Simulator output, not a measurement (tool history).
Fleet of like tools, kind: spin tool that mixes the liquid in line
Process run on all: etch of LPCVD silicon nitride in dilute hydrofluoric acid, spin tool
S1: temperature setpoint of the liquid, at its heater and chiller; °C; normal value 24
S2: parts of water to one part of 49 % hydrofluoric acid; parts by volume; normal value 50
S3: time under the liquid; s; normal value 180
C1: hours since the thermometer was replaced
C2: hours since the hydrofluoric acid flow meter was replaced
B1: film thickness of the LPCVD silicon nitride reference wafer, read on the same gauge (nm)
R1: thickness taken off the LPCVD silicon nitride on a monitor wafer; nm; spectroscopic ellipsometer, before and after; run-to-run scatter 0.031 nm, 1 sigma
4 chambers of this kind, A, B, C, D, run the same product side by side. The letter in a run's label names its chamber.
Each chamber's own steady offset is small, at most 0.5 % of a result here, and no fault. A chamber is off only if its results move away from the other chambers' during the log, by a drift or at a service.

{"run": "1B", "day": 0.188, "S1": 24, "S2": 50, "S3": 180, "C1": 1053.3, "C2": 230.5, "B1": 119.99, "R1": 1.988}
{"run": "2A", "day": 0.317, "S1": 24, "S2": 50, "S3": 180, "C1": 557.4, "C2": 807.8, "B1": 119.98, "R1": 1.9903}
{"run": "3D", "day": 0.462, "S1": 24, "S2": 50, "S3": 180, "C1": 222, "C2": 74, "B1": 119.99, "R1": 1.9451}
{"run": "4C", "day": 0.721, "S1": 24, "S2": 50, "S3": 180, "C1": 213.5, "C2": 773.2, "B1": 120, "R1": 1.9555}
{"run": "5A", "day": 0.9, "S1": 25.5, "S2": 35, "S3": 180, "C1": 571.4, "C2": 821.8, "B1": 119.99, "R1": 3.1073}
{"run": "6B", "day": 1.104, "S1": 25.5, "S2": 35, "S3": 180, "C1": 1075.3, "C2": 252.5, "B1": 120.02, "R1": 3.035}
{"run": "7D", "day": 1.258, "S1": 25.5, "S2": 35, "S3": 180, "C1": 241.1, "C2": 93.1, "B1": 120, "R1": 3.1001}
{"run": "8C", "day": 1.483, "S1": 25.5, "S2": 35, "S3": 180, "C1": 231.8, "C2": 791.5, "B1": 120, "R1": 3.1439}
{"run": "9A", "day": 1.617, "S1": 21.5, "S2": 50, "S3": 130, "C1": 588.6, "C2": 839, "B1": 120, "R1": 1.1904}
{"run": "10D", "day": 1.767, "S1": 21.5, "S2": 50, "S3": 130, "C1": 253.3, "C2": 105.3, "B1": 119.99, "R1": 1.2043}
{"run": "11B", "day": 1.979, "S1": 21.5, "S2": 50, "S3": 130, "C1": 1096.3, "C2": 273.5, "B1": 120, "R1": 1.17}
{"run": "12C", "day": 2.112, "S1": 21.5, "S2": 50, "S3": 130, "C1": 246.9, "C2": 806.6, "B1": 119.99, "R1": 1.203}
{"run": "13B", "day": 2.388, "S1": 24, "S2": 50, "S3": 180, "C1": 1106.1, "C2": 283.3, "B1": 119.99, "R1": 1.9493}
{"run": "14A", "day": 2.538, "S1": 24, "S2": 50, "S3": 180, "C1": 610.7, "C2": 861.1, "B1": 119.98, "R1": 1.9829}
{"run": "15D", "day": 2.671, "S1": 24, "S2": 50, "S3": 180, "C1": 275, "C2": 127, "B1": 119.99, "R1": 1.9326}
{"run": "16C", "day": 2.817, "S1": 24, "S2": 50, "S3": 180, "C1": 263.8, "C2": 823.5, "B1": 119.99, "R1": 1.9502}
{"run": "17D", "day": 3.012, "S1": 24, "S2": 50, "S3": 180, "C1": 283.2, "C2": 135.2, "B1": 120, "R1": 1.9562}
{"run": "18B", "day": 3.15, "S1": 24, "S2": 50, "S3": 180, "C1": 1124.4, "C2": 301.6, "B1": 119.96, "R1": 1.9137}
{"run": "19A", "day": 3.321, "S1": 24, "S2": 50, "S3": 180, "C1": 629.5, "C2": 879.9, "B1": 120.01, "R1": 1.997}
{"run": "20C", "day": 3.542, "S1": 24, "S2": 50, "S3": 180, "C1": 281.2, "C2": 840.9, "B1": 119.98, "R1": 1.9666}
{"run": "21A", "day": 3.808, "S1": 24, "S2": 50, "S3": 180, "C1": 641.2, "C2": 891.6, "B1": 120.02, "R1": 1.976}
{"run": "22D", "day": 4.058, "S1": 24, "S2": 50, "S3": 180, "C1": 308.3, "C2": 160.3, "B1": 120, "R1": 1.9546}
{"run": "23C", "day": 4.304, "S1": 24, "S2": 50, "S3": 180, "C1": 299.5, "C2": 859.2, "B1": 120.01, "R1": 1.9663}
{"run": "24B", "day": 4.508, "S1": 26.5, "S2": 70, "S3": 180, "C1": 1157, "C2": 334.2, "B1": 119.96, "R1": 1.5579}
{"run": "25C", "day": 4.75, "S1": 26.5, "S2": 70, "S3": 180, "C1": 310.2, "C2": 869.9, "B1": 120.01, "R1": 1.6837}
{"run": "26A", "day": 5.025, "S1": 26.5, "S2": 70, "S3": 180, "C1": 670.4, "C2": 920.8, "B1": 120.02, "R1": 1.6909}
{"run": "27D", "day": 5.167, "S1": 26.5, "S2": 70, "S3": 180, "C1": 334.9, "C2": 186.9, "B1": 120.02, "R1": 1.673}
{"run": "28B", "day": 5.425, "S1": 24, "S2": 75, "S3": 230, "C1": 1179, "C2": 356.2, "B1": 120, "R1": 1.5917}
{"run": "29D", "day": 5.679, "S1": 24, "S2": 75, "S3": 230, "C1": 347.2, "C2": 199.2, "B1": 120, "R1": 1.633}
{"run": "30A", "day": 5.896, "S1": 24, "S2": 75, "S3": 230, "C1": 691.3, "C2": 941.7, "B1": 119.99, "R1": 1.673}

The same settings go to every chamber for the next run, one line per chamber below. Forecast the results for each:
{"run": "31A", "day": 6.096, "S1": 24, "S2": 50, "S3": 180, "R1": "?"}
{"run": "31B", "day": 6.096, "S1": 24, "S2": 50, "S3": 180, "R1": "?"}
{"run": "31C", "day": 6.096, "S1": 24, "S2": 50, "S3": 180, "R1": "?"}
{"run": "31D", "day": 6.096, "S1": 24, "S2": 50, "S3": 180, "R1": "?"}

run=31A R1=1.9967
run=31B R1=1.8029
run=31C R1=1.9297
run=31D R1=2.0131

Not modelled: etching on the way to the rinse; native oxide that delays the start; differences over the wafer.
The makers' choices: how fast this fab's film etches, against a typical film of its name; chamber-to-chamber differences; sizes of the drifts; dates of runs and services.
